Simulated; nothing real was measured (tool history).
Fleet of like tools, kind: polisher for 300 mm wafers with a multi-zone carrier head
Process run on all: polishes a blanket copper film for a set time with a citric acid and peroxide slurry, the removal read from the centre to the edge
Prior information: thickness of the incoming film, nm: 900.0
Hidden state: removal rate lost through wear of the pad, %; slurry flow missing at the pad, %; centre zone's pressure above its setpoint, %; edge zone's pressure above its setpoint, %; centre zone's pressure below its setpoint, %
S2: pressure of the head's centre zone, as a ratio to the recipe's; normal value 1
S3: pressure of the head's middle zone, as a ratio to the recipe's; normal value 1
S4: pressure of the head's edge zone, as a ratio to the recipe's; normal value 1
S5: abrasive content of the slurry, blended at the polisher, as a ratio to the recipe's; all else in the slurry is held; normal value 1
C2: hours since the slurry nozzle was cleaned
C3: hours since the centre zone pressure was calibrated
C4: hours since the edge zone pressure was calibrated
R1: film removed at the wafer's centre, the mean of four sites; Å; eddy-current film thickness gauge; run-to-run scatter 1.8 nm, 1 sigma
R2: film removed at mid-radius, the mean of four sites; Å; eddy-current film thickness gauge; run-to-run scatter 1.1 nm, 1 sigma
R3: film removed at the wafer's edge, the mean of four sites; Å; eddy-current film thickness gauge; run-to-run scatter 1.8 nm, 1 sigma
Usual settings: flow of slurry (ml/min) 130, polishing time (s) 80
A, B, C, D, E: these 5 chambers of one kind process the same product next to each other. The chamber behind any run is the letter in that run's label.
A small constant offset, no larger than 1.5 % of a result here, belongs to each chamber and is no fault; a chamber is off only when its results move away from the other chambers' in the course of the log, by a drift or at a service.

Run 1D, hour 5.6: usual settings; wafers polished on this pad 348; C2 356.3; C3 293.8; C4 570.6. Result: R1 1384.4 Å, R2 1401.3 Å, R3 1418.2 Å.
At hour 9.5: chamber A: edge zone pressure recalibrated.
Run 2E, hour 14.7: usual settings; wafers polished on this pad 485; C2 172.5; C3 100.5; C4 861.1. Result: R1 1379.6 Å, R2 1390.6 Å, R3 1388.5 Å.
Run 3B, hour 22.4: usual settings; wafers polished on this pad 617; C2 447.4; C3 1016.5; C4 566.4. Result: R1 1393.1 Å, R2 1374.2 Å, R3 1381.5 Å.
Run 4C, hour 32.6: usual settings; wafers polished on this pad 510; C2 652.8; C3 743.7; C4 85.7. Result: R1 1386.5 Å, R2 1377.5 Å, R3 1381 Å.
At hour 33.6: chamber D: worn pad replaced by a new one.
At hour 34.3: chamber A: slurry nozzle cleaned.
Run 5A, hour 39.5: usual settings; wafers polished on this pad 620; C2 5.3; C3 403.4; C4 30.1. Result: R1 1398 Å, R2 1403.5 Å, R3 1383.3 Å.
At hour 41.3: chamber B: worn pad replaced by a new one.
Run 6A, hour 44.7: usual settings; wafers polished on this pad 664; C2 10.5; C3 408.6; C4 35.3. Result: R1 1393.1 Å, R2 1404.8 Å, R3 1437.4 Å.
Run 7E, hour 51.7: usual settings; wafers polished on this pad 800; C2 209.5; C3 137.5; C4 898.1. Result: R1 1373.5 Å, R2 1369.5 Å, R3 1404.9 Å.
Run 8B, hour 56.8: usual settings; wafers polished on this pad 132; C2 481.8; C3 1050.9; C4 600.8. Result: R1 1423 Å, R2 1370.6 Å, R3 1372.4 Å.
Run 9D, hour 62.7: usual settings; wafers polished on this pad 248; C2 413.4; C3 350.9; C4 627.7. Result: R1 1378.4 Å, R2 1394.6 Å, R3 1376.8 Å.
Run 10C, hour 68.8: usual settings; wafers polished on this pad 819; C2 689; C3 779.9; C4 121.9. Result: R1 1382.1 Å, R2 1391.4 Å, R3 1386.9 Å.
At hour 74.7: chamber E: worn pad replaced by a new one.
Run 11E, hour 78: usual settings but S3 0.9, polishing time (s) 54; wafers polished on this pad 28; C2 235.8; C3 163.8; C4 924.4. Result: R1 913.87 Å, R2 852.67 Å, R3 956.49 Å.
At hour 82.8: chamber A: worn pad replaced by a new one.
Run 12A, hour 84.9: usual settings but S3 0.9, polishing time (s) 54; wafers polished on this pad 18; C2 50.7; C3 448.8; C4 75.5. Result: R1 935.44 Å, R2 853.67 Å, R3 934.09 Å.
At hour 85.1: chamber D: centre zone pressure recalibrated.
Run 13B, hour 91.2: usual settings but S3 0.9, polishing time (s) 54; wafers polished on this pad 425; C2 516.2; C3 1085.3; C4 635.2. Result: R1 942.53 Å, R2 844.91 Å, R3 951.59 Å.
At hour 93: chamber D: worn pad replaced by a new one.
Run 14C, hour 101.1: usual settings but S3 0.9, polishing time (s) 54; wafers polished on this pad 1094; C2 721.3; C3 812.2; C4 154.2. Result: R1 940.96 Å, R2 847.31 Å, R3 926.45 Å.
Run 15D, hour 109.9: usual settings but S3 0.9, polishing time (s) 54; wafers polished on this pad 144; C2 460.6; C3 24.9; C4 674.9. Result: R1 916.65 Å, R2 866.85 Å, R3 933.39 Å.
Run 16B, hour 117.8: usual settings; wafers polished on this pad 652; C2 542.8; C3 1111.9; C4 661.8. Result: R1 1403.1 Å, R2 1376.4 Å, R3 1398 Å.
At hour 124.8: chamber B: worn pad replaced by a new one.
At hour 127.1: chamber C: slurry nozzle cleaned.
Run 17A, hour 127.8: usual settings; wafers polished on this pad 384; C2 93.6; C3 491.7; C4 118.4. Result: R1 1398.1 Å, R2 1395.7 Å, R3 1397.3 Å.
At hour 128.1: chamber C: worn pad replaced by a new one.
Run 18E, hour 135.5: usual settings; wafers polished on this pad 518; C2 293.3; C3 221.3; C4 981.9. Result: R1 1404.1 Å, R2 1396.2 Å, R3 1374.2 Å.
At hour 141: chamber B: centre zone pressure recalibrated.
Run 19C, hour 141.6: usual settings; wafers polished on this pad 115; C2 14.6; C3 852.7; C4 194.7. Result: R1 1408.6 Å, R2 1388.6 Å, R3 1401.2 Å.
At hour 151.7: chamber D: worn pad replaced by a new one.
Run 20D, hour 151.9: usual settings; wafers polished on this pad 2; C2 502.6; C3 66.9; C4 716.9. Result: R1 1381.5 Å, R2 1407.8 Å, R3 1380.6 Å.
Run 21B, hour 158.4: usual settings; wafers polished on this pad 287; C2 583.4; C3 17.5; C4 702.4. Result: R1 1234.4 Å, R2 1386.9 Å, R3 1427.4 Å.
Run 22C, hour 166.7: usual settings; wafers polished on this pad 329; C2 39.7; C3 877.8; C4 219.8. Result: R1 1413.6 Å, R2 1398.8 Å, R3 1386.6 Å.
Run 23D, hour 175.8: usual settings; wafers polished on this pad 206; C2 526.5; C3 90.8; C4 740.8. Result: R1 1406.1 Å, R2 1400.7 Å, R3 1394.7 Å.
Run 24E, hour 183.9: usual settings; wafers polished on this pad 931; C2 341.7; C3 269.7; C4 1030.3. Result: R1 1406.4 Å, R2 1371.1 Å, R3 1385.2 Å.
Run 25A, hour 192.4: usual settings; wafers polished on this pad 934; C2 158.2; C3 556.3; C4 183. Result: R1 1380.9 Å, R2 1421.2 Å, R3 1409.3 Å.
Run 26E, hour 200: usual settings; wafers polished on this pad 1068; C2 357.8; C3 285.8; C4 1046.4. Result: R1 1390.8 Å, R2 1396.1 Å, R3 1361.3 Å.
At hour 201.9: chamber D: slurry nozzle cleaned.
At hour 203.3: chamber A: worn pad replaced by a new one.
At hour 205.1: chamber D: worn pad replaced by a new one.
Run 27B, hour 205.1: usual settings; wafers polished on this pad 685; C2 630.1; C3 64.2; C4 749.1. Result: R1 1228.5 Å, R2 1385.9 Å, R3 1400.9 Å.
Run 28A, hour 212.2: usual settings but S2 0.89, S5 1.25; wafers polished on this pad 76; C2 178; C3 576.1; C4 202.8. Result: R1 1245.3 Å, R2 1466.9 Å, R3 1472.6 Å.
At hour 213.7: chamber E: worn pad replaced by a new one.
Run 29D, hour 221.6: usual settings but S2 0.89, S5 1.25; wafers polished on this pad 141; C2 19.7; C3 136.6; C4 786.6. Result: R1 1279.5 Å, R2 1499.6 Å, R3 1458.1 Å.
Run 30C, hour 226.7: usual settings but S2 0.89, S5 1.25; wafers polished on this pad 840; C2 99.7; C3 937.8; C4 279.8. Result: R1 1300.5 Å, R2 1457.6 Å, R3 1462.3 Å.
Run 31E, hour 232.3: usual settings but S2 0.89, S5 1.25; wafers polished on this pad 158; C2 390.1; C3 318.1; C4 1078.7. Result: R1 1282.7 Å, R2 1461.9 Å, R3 1465.4 Å.

One chamber off, gauge drift, or nothing amiss beyond the chambers' own small offsets? If it is a chamber, which one, and what is the likeliest cause?

The work done on chamber B during a service left it standing apart from the others.
Cause: centre zone's pressure below its setpoint, % = 11.1.

Below are 4 candidate recipes for chamber B's next run, each the usual settings with a change, their results shown as question marks. Which of them brings B's results back in line with what the other chambers give on the usual settings?
In line here means within this much of the mean the other chambers give on the usual settings: R1 62 Å; R2 37 Å; R3 64 Å
Run 32B-1, hour 239.8: usual settings but flow of slurry (ml/min) 140, S2 1.09, S3 0.99, S4 0.96. Result: R1 ?, R2 ?, R3 ?.
Run 32B-2, hour 239.8: usual settings but flow of slurry (ml/min) 120, S2 0.91, S3 1.01, S4 1.04. Result: R1 ?, R2 ?, R3 ?.
Run 32B-3, hour 239.8: usual settings but flow of slurry (ml/min) 135, S2 1.03, S4 0.99. Result: R1 ?, R2 ?, R3 ?.
Run 32B-4, hour 239.8: usual settings but flow of slurry (ml/min) 125, S2 0.97, S4 1.01. Result: R1 ?, R2 ?, R3 ?.

Other chambers, usual settings, mean: R1 1387.2 Å; R2 1396.9 Å; R3 1387.5 Å
  run      R1      R2      R3
32B-1  1370.2  1392.4  1367.2
32B-2    1080  1372.9  1391.4
32B-3  1276.6  1395.3  1381.3
32B-4  1172.1  1372.7  1379.4
32B-1 puts the chamber back in line with the other chambers.
